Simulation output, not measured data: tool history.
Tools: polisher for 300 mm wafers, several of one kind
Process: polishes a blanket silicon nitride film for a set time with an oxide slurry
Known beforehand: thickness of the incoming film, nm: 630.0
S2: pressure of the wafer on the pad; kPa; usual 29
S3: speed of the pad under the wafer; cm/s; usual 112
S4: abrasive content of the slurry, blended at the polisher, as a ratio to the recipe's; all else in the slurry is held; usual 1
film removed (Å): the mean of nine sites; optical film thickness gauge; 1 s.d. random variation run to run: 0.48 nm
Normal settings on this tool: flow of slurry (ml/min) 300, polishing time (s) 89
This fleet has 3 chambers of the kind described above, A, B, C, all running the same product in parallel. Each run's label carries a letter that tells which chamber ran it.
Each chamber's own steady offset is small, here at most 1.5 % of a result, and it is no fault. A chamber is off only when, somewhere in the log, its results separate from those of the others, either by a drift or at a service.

run 1A hour=5.5 | flow_of_slurry_(ml/min)=300 S2=29 S3=112 S4=1 polishing_time_(s)=89 | film_removed_(Å)=622.02
run 2C hour=12.9 | flow_of_slurry_(ml/min)=300 S2=29 S3=112 S4=1 polishing_time_(s)=89 | film_removed_(Å)=623.33
run 3B hour=19.4 | flow_of_slurry_(ml/min)=300 S2=29 S3=112 S4=1 polishing_time_(s)=89 | film_removed_(Å)=618.03
-- hour=20.1 chamber A: head pressure recalibrated
run 4A hour=26.6 | flow_of_slurry_(ml/min)=300 S2=29 S3=112 S4=1 polishing_time_(s)=89 | film_removed_(Å)=612.27
run 5C hour=31.3 | flow_of_slurry_(ml/min)=300 S2=29 S3=112 S4=1 polishing_time_(s)=89 | film_removed_(Å)=627.71
run 6B hour=36 | flow_of_slurry_(ml/min)=300 S2=29 S3=112 S4=1 polishing_time_(s)=89 | film_removed_(Å)=615.92
run 7B hour=43.4 | flow_of_slurry_(ml/min)=300 S2=29 S3=112 S4=1 polishing_time_(s)=89 | film_removed_(Å)=624.42
-- hour=45.1 chamber B: worn pad replaced by a new one
run 8A hour=49.7 | flow_of_slurry_(ml/min)=225 S2=20 S3=112 S4=1 polishing_time_(s)=89 | film_removed_(Å)=415.61
-- hour=50.9 chamber C: conditioning disc replaced and pad reconditioned
run 9C hour=53.4 | flow_of_slurry_(ml/min)=225 S2=20 S3=112 S4=1 polishing_time_(s)=89 | film_removed_(Å)=421.31
run 10A hour=57.8 | flow_of_slurry_(ml/min)=225 S2=20 S3=112 S4=1 polishing_time_(s)=89 | film_removed_(Å)=418.66
run 11C hour=65.4 | flow_of_slurry_(ml/min)=300 S2=29 S3=112 S4=1 polishing_time_(s)=89 | film_removed_(Å)=613.03
run 12B hour=71.4 | flow_of_slurry_(ml/min)=300 S2=29 S3=112 S4=1.2 polishing_time_(s)=109 | film_removed_(Å)=811.77
-- hour=73.6 chamber C: worn pad replaced by a new one
-- hour=77.4 chamber C: head pressure recalibrated
run 13C hour=78.4 | flow_of_slurry_(ml/min)=300 S2=29 S3=112 S4=1.2 polishing_time_(s)=109 | film_removed_(Å)=814.65
run 14B hour=83.7 | flow_of_slurry_(ml/min)=300 S2=29 S3=112 S4=1.2 polishing_time_(s)=109 | film_removed_(Å)=823.92
-- hour=86.8 chamber B: conditioning disc replaced and pad reconditioned
run 15A hour=88.6 | flow_of_slurry_(ml/min)=210 S2=29 S3=112 S4=1 polishing_time_(s)=103 | film_removed_(Å)=695.87
run 16B hour=92.4 | flow_of_slurry_(ml/min)=210 S2=29 S3=112 S4=1 polishing_time_(s)=103 | film_removed_(Å)=690.75
run 17A hour=95.8 | flow_of_slurry_(ml/min)=210 S2=29 S3=112 S4=1 polishing_time_(s)=103 | film_removed_(Å)=693.12
run 18C hour=99.9 | flow_of_slurry_(ml/min)=300 S2=29 S3=112 S4=1 polishing_time_(s)=89 | film_removed_(Å)=603.31
-- hour=103.1 chamber A: worn pad replaced by a new one
run 19B hour=106.4 | flow_of_slurry_(ml/min)=300 S2=29 S3=112 S4=1 polishing_time_(s)=89 | film_removed_(Å)=614.17
run 20A hour=112.6 | flow_of_slurry_(ml/min)=300 S2=29 S3=112 S4=1 polishing_time_(s)=89 | film_removed_(Å)=621.46
run 21C hour=118.1 | flow_of_slurry_(ml/min)=300 S2=29 S3=134 S4=1 polishing_time_(s)=89 | film_removed_(Å)=671.88

Which is it: a chamber that has drifted or been left off by a service, a gauge drift common to all chambers, or only each chamber's usual small offset? If a chamber is off, name it and its likeliest cause.

It is chamber C that slowly wanders off from its peers.
Likeliest cause: abrasive missing from the slurry, % = 13.6.
The log might look much the same if the cause were instead: slurry flow missing at the pad, %.

Which of the 4 candidates below, each the usual settings with something changed and its results left as question marks, puts chamber C back in line with what the other chambers give on the usual settings?
In-line tolerance around the mean of the other chambers on the usual settings: film removed (Å) 17
run 22C-1 hour=123.6 | flow_of_slurry_(ml/min)=300 S2=29 S3=112 S4=1 polishing_time_(s)=84 | film_removed_(Å)=?
run 22C-2 hour=123.6 | flow_of_slurry_(ml/min)=300 S2=29 S3=112 S4=1 polishing_time_(s)=88 | film_removed_(Å)=?
run 22C-3 hour=123.6 | flow_of_slurry_(ml/min)=300 S2=29.6 S3=112 S4=1 polishing_time_(s)=92 | film_removed_(Å)=?
run 22C-4 hour=123.6 | flow_of_slurry_(ml/min)=300 S2=29 S3=112 S4=1 polishing_time_(s)=90 | film_removed_(Å)=?

What the other chambers average on the usual settings: film removed (Å) 620.86
run=22C-1 film_removed_(Å)=553.15
run=22C-2 film_removed_(Å)=579.5
run=22C-3 film_removed_(Å)=620.04
run=22C-4 film_removed_(Å)=592.67
Change 22C-3 lands the chamber within the allowed miss of the other chambers.

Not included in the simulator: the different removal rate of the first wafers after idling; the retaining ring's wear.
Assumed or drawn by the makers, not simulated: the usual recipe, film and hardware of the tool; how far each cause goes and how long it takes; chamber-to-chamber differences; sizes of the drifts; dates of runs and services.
